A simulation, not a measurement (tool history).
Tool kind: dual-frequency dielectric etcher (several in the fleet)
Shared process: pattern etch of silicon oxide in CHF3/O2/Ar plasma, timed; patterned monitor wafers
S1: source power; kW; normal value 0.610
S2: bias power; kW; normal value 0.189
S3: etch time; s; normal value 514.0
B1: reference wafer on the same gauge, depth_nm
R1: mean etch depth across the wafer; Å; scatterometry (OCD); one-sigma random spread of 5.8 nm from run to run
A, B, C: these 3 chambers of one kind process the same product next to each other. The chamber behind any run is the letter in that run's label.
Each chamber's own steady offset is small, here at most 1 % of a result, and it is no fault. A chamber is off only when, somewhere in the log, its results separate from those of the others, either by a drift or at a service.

run   hour     S1     S2     S3      B1       R1
 1A   10.8  0.610  0.189  514.0  989.13  10427.0
 2C   17.2  0.610  0.189  514.0  989.47  10537.0
 3B   27.4  0.610  0.189  514.0  988.72  10301.0
 4C   35.3  0.610  0.189  514.0  989.29  10508.0
 5A   47.8  0.610  0.189  514.0  991.38  10604.0
 6B   60.6  0.610  0.189  514.0  990.49  10308.0
 7A   66.7  0.610  0.189  514.0  990.84  10457.0
 8C   78.6  0.610  0.189  514.0  990.86  10422.0
 9B   86.1  0.610  0.189  514.0  989.25  10374.0
      92.7  -- chamber A: wet clean of the chamber
10C   97.9  0.610  0.189  514.0  990.77  10437.0
11A  108.8  0.610  0.189  514.0  990.04  10402.0
12B  117.7  0.610  0.189  514.0  989.28  10159.0
13B  125.0  0.610  0.189  514.0  991.68  10383.0
14C  133.2  0.610  0.189  514.0  989.59  10430.0
     136.8  -- chamber B: wet clean of the chamber
15A  143.1  0.610  0.189  514.0  989.60  10319.0
16B  153.3  0.680  0.189  514.0  991.62  10372.0
17A  163.6  0.680  0.189  514.0  990.09  10785.0
18C  171.7  0.680  0.189  514.0  990.84  10890.0
19B  177.7  0.610  0.189  514.0  990.10  10062.0
20A  190.3  0.610  0.189  514.0  989.59  10505.0
21C  197.5  0.610  0.189  514.0  989.87  10405.0
22C  205.5  0.610  0.189  514.0  991.17  10405.0
23A  214.2  0.610  0.211  364.5  990.40   7714.2
24B  226.4  0.610  0.211  364.5  990.99   7363.6
25A  235.2  0.610  0.211  364.5  990.25   7644.5
26C  247.3  0.610  0.189  514.0  989.46  10426.0
27B  255.5  0.610  0.189  514.0  989.44   9888.2
28A  263.8  0.610  0.189  514.0  989.24  10399.0

The same settings go to every chamber for the next run, one line per chamber below. Forecast the results for each:
29A  273.0  0.610  0.189  514.0       ?
29B  273.0  0.610  0.189  514.0       ?
29C  273.0  0.610  0.189  514.0       ?

run       R1
29A  10509.0
29B   9896.4
29C  10485.0
